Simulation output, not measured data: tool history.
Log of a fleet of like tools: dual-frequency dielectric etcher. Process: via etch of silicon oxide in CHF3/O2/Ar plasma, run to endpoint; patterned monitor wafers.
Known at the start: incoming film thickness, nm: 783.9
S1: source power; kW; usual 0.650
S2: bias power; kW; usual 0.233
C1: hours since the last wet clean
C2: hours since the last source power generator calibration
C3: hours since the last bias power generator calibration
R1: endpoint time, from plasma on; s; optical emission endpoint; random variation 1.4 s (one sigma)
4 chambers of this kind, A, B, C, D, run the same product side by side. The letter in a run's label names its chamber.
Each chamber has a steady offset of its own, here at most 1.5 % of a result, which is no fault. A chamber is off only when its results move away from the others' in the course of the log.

run 1B hour=4.4 | S1=0.650 S2=0.233 | C1=220.8 C2=239.6 C3=4709.8 | R1=351.49
run 2D hour=8.9 | S1=0.650 S2=0.233 | C1=332.0 C2=1828.6 C3=274.9 | R1=352.05
run 3A hour=17.4 | S1=0.650 S2=0.233 | C1=63.0 C2=3443.6 C3=1554.9 | R1=357.91
run 4C hour=21.1 | S1=0.650 S2=0.233 | C1=381.3 C2=1585.8 C3=45.7 | R1=353.65
run 5D hour=27.0 | S1=0.650 S2=0.233 | C1=350.1 C2=1846.7 C3=293.0 | R1=354.30
run 6A hour=31.3 | S1=0.650 S2=0.233 | C1=76.9 C2=3457.5 C3=1568.8 | R1=359.36
run 7B hour=37.3 | S1=0.650 S2=0.233 | C1=253.7 C2=272.5 C3=4742.7 | R1=351.23
run 8C hour=41.8 | S1=0.650 S2=0.233 | C1=402.0 C2=1606.5 C3=66.4 | R1=351.18
run 9C hour=49.2 | S1=0.650 S2=0.233 | C1=409.4 C2=1613.9 C3=73.8 | R1=352.88
run 10D hour=56.9 | S1=0.760 S2=0.204 | C1=380.0 C2=1876.6 C3=322.9 | R1=350.51
run 11B hour=60.7 | S1=0.760 S2=0.204 | C1=277.1 C2=295.9 C3=4766.1 | R1=345.40
run 12A hour=66.2 | S1=0.760 S2=0.204 | C1=111.8 C2=3492.4 C3=1603.7 | R1=352.26
run 13B hour=74.6 | S1=0.760 S2=0.204 | C1=291.0 C2=309.8 C3=4780.0 | R1=343.83
run 14C hour=79.6 | S1=0.650 S2=0.233 | C1=439.8 C2=1644.3 C3=104.2 | R1=353.86
run 15D hour=86.4 | S1=0.650 S2=0.233 | C1=409.5 C2=1906.1 C3=352.4 | R1=352.61
run 16A hour=93.3 | S1=0.650 S2=0.275 | C1=138.9 C2=3519.5 C3=1630.8 | R1=337.57
run 17A hour=99.0 | S1=0.650 S2=0.275 | C1=144.6 C2=3525.2 C3=1636.5 | R1=337.03
run 18C hour=107.5 | S1=0.650 S2=0.275 | C1=467.7 C2=1672.2 C3=132.1 | R1=329.66
run 19B hour=111.6 | S1=0.650 S2=0.275 | C1=328.0 C2=346.8 C3=4817.0 | R1=326.87
run 20D hour=119.5 | S1=0.650 S2=0.233 | C1=442.6 C2=1939.2 C3=385.5 | R1=355.23
run 21C hour=125.2 | S1=0.650 S2=0.233 | C1=485.4 C2=1689.9 C3=149.8 | R1=351.73
run 22A hour=130.5 | S1=0.650 S2=0.233 | C1=176.1 C2=3556.7 C3=1668.0 | R1=356.74
run 23B hour=136.7 | S1=0.650 S2=0.233 | C1=353.1 C2=371.9 C3=4842.1 | R1=342.10
run 24D hour=140.7 | S1=0.650 S2=0.233 | C1=463.8 C2=1960.4 C3=406.7 | R1=353.97
run 25A hour=145.0 | S1=0.650 S2=0.233 | C1=190.6 C2=3571.2 C3=1682.5 | R1=355.68
run 26D hour=153.1 | S1=0.650 S2=0.233 | C1=476.2 C2=1972.8 C3=419.1 | R1=352.83
run 27C hour=158.2 | S1=0.650 S2=0.233 | C1=518.4 C2=1722.9 C3=182.8 | R1=350.41
run 28B hour=164.4 | S1=0.650 S2=0.233 | C1=380.8 C2=399.6 C3=4869.8 | R1=338.42

All 4 chambers run these settings next. Forecast each chamber's results:
run 29A hour=170.6 | S1=0.650 S2=0.233 | R1=?
run 29B hour=170.6 | S1=0.650 S2=0.233 | R1=?
run 29C hour=170.6 | S1=0.650 S2=0.233 | R1=?
run 29D hour=170.6 | S1=0.650 S2=0.233 | R1=?

run=29A R1=355.40
run=29B R1=337.47
run=29C R1=353.41
run=29D R1=352.13
